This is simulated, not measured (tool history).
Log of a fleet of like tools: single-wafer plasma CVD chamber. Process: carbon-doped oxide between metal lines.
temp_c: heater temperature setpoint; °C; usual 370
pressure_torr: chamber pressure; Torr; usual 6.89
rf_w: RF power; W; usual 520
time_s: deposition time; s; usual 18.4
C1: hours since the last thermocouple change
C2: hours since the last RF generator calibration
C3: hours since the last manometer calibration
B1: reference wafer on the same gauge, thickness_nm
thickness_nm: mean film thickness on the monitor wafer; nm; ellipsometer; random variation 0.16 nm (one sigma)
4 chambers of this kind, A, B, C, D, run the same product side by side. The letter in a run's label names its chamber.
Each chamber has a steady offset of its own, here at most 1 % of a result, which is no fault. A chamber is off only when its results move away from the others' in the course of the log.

{"run": "1D", "day": 0.604, "temp_c": 370, "pressure_torr": 6.89, "rf_w": 520, "time_s": 18.4, "C1": 1112.4, "C2": 1906.4, "C3": 1281.9, "B1": 78.37, "thickness_nm": 94.412}
{"run": "2C", "day": 1.221, "temp_c": 370, "pressure_torr": 6.89, "rf_w": 520, "time_s": 18.4, "C1": 1092.6, "C2": 423.6, "C3": 341, "B1": 78.329, "thickness_nm": 95.871}
{"run": "3A", "day": 1.571, "temp_c": 370, "pressure_torr": 6.89, "rf_w": 520, "time_s": 18.4, "C1": 240.5, "C2": 577.5, "C3": 160.1, "B1": 78.331, "thickness_nm": 96.354}
{"run": "4B", "day": 1.896, "temp_c": 370, "pressure_torr": 6.89, "rf_w": 520, "time_s": 18.4, "C1": 1116.4, "C2": 470.2, "C3": 1948, "B1": 78.319, "thickness_nm": 94.958}
{"run": "5D", "day": 2.358, "temp_c": 383, "pressure_torr": 7.6, "rf_w": 520, "time_s": 18.4, "C1": 1154.5, "C2": 1948.5, "C3": 1324, "B1": 78.297, "thickness_nm": 92.695}
{"run": "6C", "day": 2.804, "temp_c": 383, "pressure_torr": 7.6, "rf_w": 520, "time_s": 18.4, "C1": 1130.6, "C2": 461.6, "C3": 379, "B1": 78.318, "thickness_nm": 93.656}
{"run": "7B", "day": 3.138, "temp_c": 383, "pressure_torr": 7.6, "rf_w": 520, "time_s": 18.4, "C1": 1146.2, "C2": 500, "C3": 1977.8, "B1": 78.335, "thickness_nm": 92.944}
{"run": "8A", "day": 3.621, "temp_c": 383, "pressure_torr": 7.6, "rf_w": 520, "time_s": 18.4, "C1": 289.7, "C2": 626.7, "C3": 209.3, "B1": 78.266, "thickness_nm": 93.791}
{"run": "9D", "day": 4.046, "temp_c": 370, "pressure_torr": 6.89, "rf_w": 520, "time_s": 18.4, "C1": 1195, "C2": 1989, "C3": 1364.5, "B1": 78.232, "thickness_nm": 94.234}
{"run": "10B", "day": 4.579, "temp_c": 370, "pressure_torr": 6.89, "rf_w": 520, "time_s": 18.4, "C1": 1180.8, "C2": 534.6, "C3": 2012.4, "B1": 78.285, "thickness_nm": 94.95}
{"run": "11C", "day": 4.888, "temp_c": 370, "pressure_torr": 6.89, "rf_w": 520, "time_s": 18.4, "C1": 1180.6, "C2": 511.6, "C3": 429, "B1": 78.235, "thickness_nm": 95.461}
{"run": "12A", "day": 5.271, "temp_c": 370, "pressure_torr": 6.89, "rf_w": 520, "time_s": 18.4, "C1": 329.3, "C2": 666.3, "C3": 248.9, "B1": 78.229, "thickness_nm": 95.986}
{"run": "13A", "day": 5.55, "temp_c": 370, "pressure_torr": 6.89, "rf_w": 520, "time_s": 18.4, "C1": 336, "C2": 673, "C3": 255.6, "B1": 78.213, "thickness_nm": 95.911}
{"run": "14C", "day": 5.879, "temp_c": 370, "pressure_torr": 6.89, "rf_w": 520, "time_s": 18.4, "C1": 1204.4, "C2": 535.4, "C3": 452.8, "B1": 78.229, "thickness_nm": 95.612}
{"day": 6.267, "done": "chamber D: RF generator calibrated"}
{"run": "15D", "day": 6.442, "temp_c": 370, "pressure_torr": 6.89, "rf_w": 520, "time_s": 18.4, "C1": 1252.5, "C2": 4.2, "C3": 1422, "B1": 78.22, "thickness_nm": 94.207}
{"run": "16B", "day": 6.888, "temp_c": 370, "pressure_torr": 6.89, "rf_w": 520, "time_s": 18.4, "C1": 1236.2, "C2": 590, "C3": 2067.8, "B1": 78.174, "thickness_nm": 94.889}
{"run": "17B", "day": 7.188, "temp_c": 370, "pressure_torr": 6.89, "rf_w": 520, "time_s": 18.4, "C1": 1243.4, "C2": 597.2, "C3": 2075, "B1": 78.146, "thickness_nm": 94.958}
{"run": "18A", "day": 7.775, "temp_c": 370, "pressure_torr": 6.89, "rf_w": 520, "time_s": 18.4, "C1": 389.4, "C2": 726.4, "C3": 309, "B1": 78.16, "thickness_nm": 95.908}
{"run": "19C", "day": 8.362, "temp_c": 370, "pressure_torr": 6.89, "rf_w": 520, "time_s": 18.4, "C1": 1264, "C2": 595, "C3": 512.4, "B1": 78.11, "thickness_nm": 95.276}
{"run": "20D", "day": 8.979, "temp_c": 370, "pressure_torr": 6.89, "rf_w": 520, "time_s": 18.4, "C1": 1313.4, "C2": 65.1, "C3": 1482.9, "B1": 78.122, "thickness_nm": 94.669}
{"run": "21A", "day": 9.554, "temp_c": 370, "pressure_torr": 6.89, "rf_w": 520, "time_s": 18.4, "C1": 432.1, "C2": 769.1, "C3": 351.7, "B1": 78.092, "thickness_nm": 95.561}
{"run": "22C", "day": 9.842, "temp_c": 370, "pressure_torr": 6.89, "rf_w": 520, "time_s": 18.4, "C1": 1299.5, "C2": 630.5, "C3": 547.9, "B1": 78.08, "thickness_nm": 95.517}
{"run": "23B", "day": 10.275, "temp_c": 370, "pressure_torr": 6.89, "rf_w": 520, "time_s": 18.4, "C1": 1317.5, "C2": 671.3, "C3": 2149.1, "B1": 78.058, "thickness_nm": 94.722}
{"run": "24D", "day": 10.679, "temp_c": 370, "pressure_torr": 6.89, "rf_w": 520, "time_s": 18.4, "C1": 1354.2, "C2": 105.9, "C3": 1523.7, "B1": 78.059, "thickness_nm": 94.363}
{"run": "25C", "day": 11.146, "temp_c": 370, "pressure_torr": 6.89, "rf_w": 520, "time_s": 18.4, "C1": 1330.8, "C2": 661.8, "C3": 579.2, "B1": 78.022, "thickness_nm": 95.165}
{"run": "26B", "day": 11.617, "temp_c": 370, "pressure_torr": 6.89, "rf_w": 520, "time_s": 18.4, "C1": 1349.7, "C2": 703.5, "C3": 2181.3, "B1": 77.978, "thickness_nm": 94.663}
{"run": "27D", "day": 11.975, "temp_c": 370, "pressure_torr": 6.89, "rf_w": 520, "time_s": 18.4, "C1": 1385.3, "C2": 137, "C3": 1554.8, "B1": 78.012, "thickness_nm": 94.535}
{"run": "28A", "day": 12.508, "temp_c": 370, "pressure_torr": 6.89, "rf_w": 520, "time_s": 18.4, "C1": 503, "C2": 840, "C3": 422.6, "B1": 78.019, "thickness_nm": 95.705}
{"run": "29D", "day": 12.921, "temp_c": 370, "pressure_torr": 6.89, "rf_w": 520, "time_s": 18.4, "C1": 1408, "C2": 159.7, "C3": 1577.5, "B1": 77.985, "thickness_nm": 93.918}
{"run": "30A", "day": 13.283, "temp_c": 370, "pressure_torr": 6.89, "rf_w": 520, "time_s": 18.4, "C1": 521.6, "C2": 858.6, "C3": 441.2, "B1": 77.981, "thickness_nm": 95.83}
{"run": "31B", "day": 13.812, "temp_c": 370, "pressure_torr": 6.89, "rf_w": 520, "time_s": 18.4, "C1": 1402.4, "C2": 756.2, "C3": 2234, "B1": 77.948, "thickness_nm": 94.657}
{"run": "32C", "day": 14.45, "temp_c": 370, "pressure_torr": 6.89, "rf_w": 520, "time_s": 18.4, "C1": 1410.1, "C2": 741.1, "C3": 658.5, "B1": 77.925, "thickness_nm": 94.894}
{"run": "33D", "day": 15.004, "temp_c": 370, "pressure_torr": 6.89, "rf_w": 520, "time_s": 18.4, "C1": 1458, "C2": 209.7, "C3": 1627.5, "B1": 77.896, "thickness_nm": 93.735}
{"run": "34A", "day": 15.546, "temp_c": 370, "pressure_torr": 6.89, "rf_w": 520, "time_s": 18.4, "C1": 575.9, "C2": 912.9, "C3": 495.5, "B1": 77.866, "thickness_nm": 95.723}
{"run": "35C", "day": 16.046, "temp_c": 370, "pressure_torr": 6.89, "rf_w": 520, "time_s": 18.4, "C1": 1448.4, "C2": 779.4, "C3": 696.8, "B1": 77.865, "thickness_nm": 95.008}

Is one chamber off against the others, does the gauge drift, or is nothing wrong? If a chamber is off, say which, and what the likeliest cause is.

The gauge drifts, so all chambers seem to drift together. No chamber is off.
Cause: gauge reads low (%) = 0.69.

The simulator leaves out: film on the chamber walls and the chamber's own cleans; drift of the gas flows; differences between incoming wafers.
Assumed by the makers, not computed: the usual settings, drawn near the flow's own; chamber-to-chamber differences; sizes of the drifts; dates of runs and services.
